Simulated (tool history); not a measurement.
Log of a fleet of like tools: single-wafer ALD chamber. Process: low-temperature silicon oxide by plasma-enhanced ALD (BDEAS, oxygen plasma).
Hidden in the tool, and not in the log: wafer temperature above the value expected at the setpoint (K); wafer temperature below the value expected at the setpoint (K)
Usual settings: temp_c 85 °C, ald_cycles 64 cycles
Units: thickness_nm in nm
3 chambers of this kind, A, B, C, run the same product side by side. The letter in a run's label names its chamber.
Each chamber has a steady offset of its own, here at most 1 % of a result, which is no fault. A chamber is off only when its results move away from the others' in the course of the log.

run	hour	temp_c	ald_cycles	hours since the last thermocouple change	read-back reference wafer on the same gauge, thickness_nm	thickness_nm
1A	5.3	85	64	2196.8	8.6395	9.6255
2B	8.1	85	64	1283.4	8.6441	9.7098
3C	13.4	85	64	233.0	8.6400	9.6855
4B	17.1	85	64	1292.4	8.6362	9.6804
5A	22.6	76	69	2214.1	8.6385	10.7410
6C	26.4	76	69	246.0	8.6321	10.7410
7B	32.0	76	69	1307.3	8.6375	10.7600
8A	37.7	85	64	2229.2	8.6439	9.6133
9C	43.7	85	64	263.3	8.6383	9.6550
10A	48.9	85	64	2240.4	8.6362	9.6410
11C	53.0	85	64	272.6	8.6383	9.7127
12B	57.0	85	64	1332.3	8.6366	9.5931
13A	61.6	85	64	2253.1	8.6404	9.6378
14B	65.3	85	64	1340.6	8.6428	9.6931
15C	69.0	79	64	288.6	8.6285	9.8710
# hour 72.4: chamber A: thermocouple changed; heater temperature recalibrated
16A	73.8	79	64	1.4	8.6434	9.6368
17C	77.3	79	64	296.9	8.6428	9.8747
18B	80.9	85	64	1356.2	8.6428	9.5974
19B	85.3	85	64	1360.6	8.6365	9.7015
20C	90.6	85	64	310.2	8.6449	9.7273
21A	94.5	85	64	22.1	8.6496	9.3899
22A	100.4	85	64	28.0	8.6319	9.4855
23B	103.8	85	64	1379.1	8.6419	9.6313
24C	109.1	85	64	328.7	8.6350	9.6317
25C	112.3	85	56	331.9	8.6432	8.4742
26B	117.6	85	56	1392.9	8.6483	8.4699
27A	120.9	85	56	48.5	8.6362	8.2191
28A	124.5	85	64	52.1	8.6361	9.3941
29C	129.7	76	64	349.3	8.6369	9.9892
30B	132.9	76	64	1408.2	8.6430	10.0040
31C	135.7	76	64	355.3	8.6323	10.0790
32A	139.2	91	64	66.8	8.6346	9.2083
33B	143.4	91	64	1418.7	8.6357	9.4446
34C	148.6	91	64	368.2	8.6350	9.5428
35B	152.8	94	57	1428.1	8.6386	8.3188
36A	156.3	94	57	83.9	8.6404	8.1305
37B	160.5	94	57	1435.8	8.6353	8.4058
38A	166.3	85	64	93.9	8.6490	9.4161

Is one chamber off against the others, does the gauge drift, or is nothing wrong? If a chamber is off, say which, and what the likeliest cause is.

A service left chamber A off against the others.
Cause: wafer temperature above the value expected at the setpoint (K) = 5.77.

Here are 4 candidates for chamber A's next run, each the usual settings with a change, their results left as question marks. Which one brings its results back in line with what the others give on the usual settings?
In line means no further than this from the other chambers' mean on the usual settings: thickness_nm 0.1300 nm
39A-1	170.6	85	68			?
39A-2	170.6	93	64			?
39A-3	170.6	106	64			?
39A-4	170.6	85	66			?

The other chambers' mean on the usual settings: thickness_nm 9.6749 nm
run	thickness_nm
39A-1	10.0420
39A-2	9.1916
39A-3	8.9564
39A-4	9.7471
39A-4 brings the chamber back in line.
